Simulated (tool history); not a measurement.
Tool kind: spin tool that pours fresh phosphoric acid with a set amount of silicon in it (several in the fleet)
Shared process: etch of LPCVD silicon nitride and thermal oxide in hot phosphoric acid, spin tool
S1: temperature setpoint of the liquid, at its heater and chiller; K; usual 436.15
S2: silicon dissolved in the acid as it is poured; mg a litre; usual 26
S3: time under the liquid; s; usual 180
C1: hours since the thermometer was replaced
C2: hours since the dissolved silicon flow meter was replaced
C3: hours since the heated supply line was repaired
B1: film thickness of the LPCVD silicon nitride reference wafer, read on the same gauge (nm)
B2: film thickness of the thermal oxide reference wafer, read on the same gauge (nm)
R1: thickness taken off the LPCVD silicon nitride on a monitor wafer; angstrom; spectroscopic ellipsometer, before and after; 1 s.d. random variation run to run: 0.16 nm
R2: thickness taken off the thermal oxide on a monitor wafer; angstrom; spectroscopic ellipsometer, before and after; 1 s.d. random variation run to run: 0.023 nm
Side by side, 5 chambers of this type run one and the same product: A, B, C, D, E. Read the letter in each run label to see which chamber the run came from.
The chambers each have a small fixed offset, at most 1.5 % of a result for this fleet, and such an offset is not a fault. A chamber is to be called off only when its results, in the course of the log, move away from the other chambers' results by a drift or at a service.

run   hour      S1    S2   S3      C1      C2      C3      B1      B2      R1      R2
 1E    5.6  436.15    26  180  1113.2  1381.9   778.4  139.97  59.942  174.37  3.4808
 2B   15.4  436.15    26  180   355.5   397.6     960  139.98      60  176.22  3.3636
 3A   24.3  436.15    26  180   604.8   387.3  1930.9  139.96  59.989  174.31  3.2282
 4D     29  436.15    26  180   869.5   483.3   588.8  140.01  60.003  173.03  3.5031
 5C   34.4  438.65  43.5  180     101     514   112.5  139.99  60.027  189.43  1.8319
 6A   44.7  438.65  43.5  180   625.2   407.7  1951.3  139.98  60.051  187.94  1.6743
 7B   49.8  438.65  43.5  180   389.9     432   994.4  139.98  60.002   190.3  1.6324
 8E   55.4  438.65  43.5  180    1163  1431.7   828.2  139.97  59.981  191.27  1.5032
 9D   60.4  438.65  43.5  180   900.9   514.7   620.2  139.99  60.001  187.01  1.7412
10C   65.2  436.15    26  180   131.8   544.8   143.3  140.02   59.97  172.44  3.3252
11A   71.5  436.15    26  180     652   434.5  1978.1     140  60.016  175.81  3.5207
12B   76.7  436.15    26  180   416.8   458.9  1021.3  139.99      60  177.55  3.4114
13C   82.5  436.15    26  180   149.1   562.1   160.6  140.01   59.97  170.15    3.26
14E   87.2  436.15    26  180  1194.8  1463.5     860  139.96  60.022  176.76  3.3328
15D   96.1  437.15  18.5  180   936.6   550.4   655.9  139.96  59.972  178.17  4.4283
16C  102.7  437.15  18.5  180   169.3   582.3   180.8  140.04  59.976   180.5  4.8754
     105.5  -- chamber A: dissolved silicon flow meter replaced
17B  112.1  437.15  18.5  180   452.2   494.3  1056.7  140.01  59.979  174.76  4.8108
18A  118.8  437.15  18.5  180   699.3    13.3  2025.4  139.99  59.982  182.26  4.3051
19D  125.5  437.15  18.5  180     966   579.8   685.3     140  59.962  178.41  4.6473
20E  134.2  438.15    34  180  1241.8  1510.5     907  139.96  59.971  185.72  3.0729
21E  139.9  438.15    34  180  1247.5  1516.2   912.7  139.99  59.991  185.23  2.8506
22C  149.3  438.15    34  180   215.9   628.9   227.4  140.02  59.948  184.83  2.9304
23B  159.9  438.15    34  180     500   542.1  1104.5     140  59.986  186.21  2.6781
24A    168  438.15    34  180   748.5    62.5  2074.6  140.02  59.984  185.69   2.417
25D    175  436.15    26  180  1015.5   629.3   734.8     140  59.998  169.18  3.2778
26A  182.4  436.15    26  215   762.9    76.9    2089  139.98  59.991  207.41   4.185
27C  192.3  436.15    26  215   258.9   671.9   270.4  140.04  60.023  208.53  3.5498
28B  197.7  436.15    26  215   537.8   579.9  1142.3  139.99  60.001  207.83  4.0715
29D  204.2  436.15    26  215  1044.7   658.5     764     140  60.007  202.18  3.9578
30E  211.8  436.15    26  215  1319.4  1588.1   984.6  140.06  59.997  194.75  3.5412
31A  219.4  436.15    26  180   799.9   113.9    2126  139.98  60.042   173.4  3.2374
32E  227.8  436.15    26  180  1335.4  1604.1  1000.6  139.98  59.999  162.34  2.6183
33D  237.7  436.15    26  180  1078.2     692   797.5  140.02  59.992  173.46  3.4446
34C  243.9  438.15    26  250   310.5   723.5     322  139.97  59.993  258.88  5.2607
35B  251.3  438.15    26  250   591.4   633.5  1195.9  139.96  59.981  256.31  5.0482
36E  261.9  438.15    26  250  1369.5  1638.2  1034.7  140.01  59.954   241.4  4.1787
37A    268  438.15    26  250   848.5   162.5  2174.6  139.96  60.003  259.43  5.2764
38D    276  438.15    26  250  1116.5   730.3   835.8  140.01  59.948  255.23  5.4112

The same settings go to every chamber for the next run, one line per chamber below. Forecast the results for each:
39A  283.9  438.65  26  180                       ?   ?
39B  283.9  438.65  26  180                       ?   ?
39C  283.9  438.65  26  180                       ?   ?
39D  283.9  438.65  26  180                       ?   ?
39E  283.9  438.65  26  180                       ?   ?

run      R1      R2
39A  188.61  4.2325
39B  188.22  3.5983
39C  187.22  4.1568
39D  186.72  3.5717
39E  172.05  2.8699
